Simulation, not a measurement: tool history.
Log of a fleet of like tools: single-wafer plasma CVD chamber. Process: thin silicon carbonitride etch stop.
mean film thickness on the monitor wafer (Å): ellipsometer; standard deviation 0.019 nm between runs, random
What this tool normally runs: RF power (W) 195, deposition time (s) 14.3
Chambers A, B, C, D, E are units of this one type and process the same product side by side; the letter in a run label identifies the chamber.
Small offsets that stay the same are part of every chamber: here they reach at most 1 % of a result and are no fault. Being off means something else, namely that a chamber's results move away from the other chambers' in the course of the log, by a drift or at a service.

run,day,RF power (W),deposition time (s),"read-back reference wafer on the same gauge, thickness_nm",mean film thickness on the monitor wafer (Å)
1D,0.25,195,14.3,8.561,80.987
2B,0.458,195,14.3,8.5649,80.213
3A,0.65,195,14.3,8.5587,81.036
4C,0.929,195,14.3,8.5642,80.772
5E,1.1,195,14.3,8.5599,80.161
6A,1.292,195,14.3,8.5586,81.04
7B,1.608,195,14.3,8.559,80.675
8D,1.762,195,14.3,8.5668,80.462
# day 1.929: chamber C: thermocouple changed; heater temperature recalibrated
9E,1.996,195,14.3,8.5617,79.445
10C,2.179,195,14.3,8.5679,80.818
11E,2.396,195,14.3,8.5622,79.63
12B,2.717,195,14.3,8.5631,80.387
13A,3.046,205,11.7,8.5595,67.488
14C,3.204,205,11.7,8.5564,66.954
15D,3.4,205,11.7,8.5585,66.986
16B,3.588,205,11.7,8.5635,66.548
# day 3.675: chamber E: thermocouple changed; heater temperature recalibrated
17A,3.746,205,11.7,8.5607,67.343
18C,3.921,195,14.3,8.5578,80.457
19D,4.2,195,14.3,8.5664,80.607
20E,4.521,230,14.3,8.5658,83.103
21D,4.683,230,14.3,8.5563,84.733
22C,5.021,230,14.3,8.5594,84.799
23E,5.3,230,14.3,8.5607,83.292
24B,5.633,230,14.3,8.556,84.423
25A,5.946,195,14.3,8.5607,81.06
26C,6.112,195,14.3,8.56,80.62
27D,6.454,195,14.3,8.5567,80.637
28E,6.704,175,14.3,8.556,76.064
29B,6.875,175,14.3,8.5597,77.689
30A,7.054,175,14.3,8.5644,78.456

Does one chamber stand apart from the rest, does the shared gauge drift, or is all well apart from small per-chamber offsets? Give the chamber and the most likely cause, where there is one.

One chamber, E, drifts off from the rest bit by bit.
What lies behind it: delivered RF power below the setpoint (%) = 7.2.

Chamber E could run next with any of the 4 candidate recipes listed below; each alters the usual settings, and their results appear as question marks. Which one brings its results back in line with what the other chambers deliver on the usual settings?
In line here means within this much of the mean the other chambers give on the usual settings: mean film thickness on the monitor wafer (Å) 0.66
31E-1,7.304,160,14.3,,?
31E-2,7.304,215,14.3,,?
31E-3,7.304,200,15.1,,?
31E-4,7.304,195,13.9,,?

The mean the other chambers reach with the usual settings: mean film thickness on the monitor wafer (Å) 80.731
run,mean film thickness on the monitor wafer (Å)
31E-1,73.879
31E-2,80.648
31E-3,83.35
31E-4,76.151
31E-2 is the one that brings the chamber's results back in line with the other chambers.

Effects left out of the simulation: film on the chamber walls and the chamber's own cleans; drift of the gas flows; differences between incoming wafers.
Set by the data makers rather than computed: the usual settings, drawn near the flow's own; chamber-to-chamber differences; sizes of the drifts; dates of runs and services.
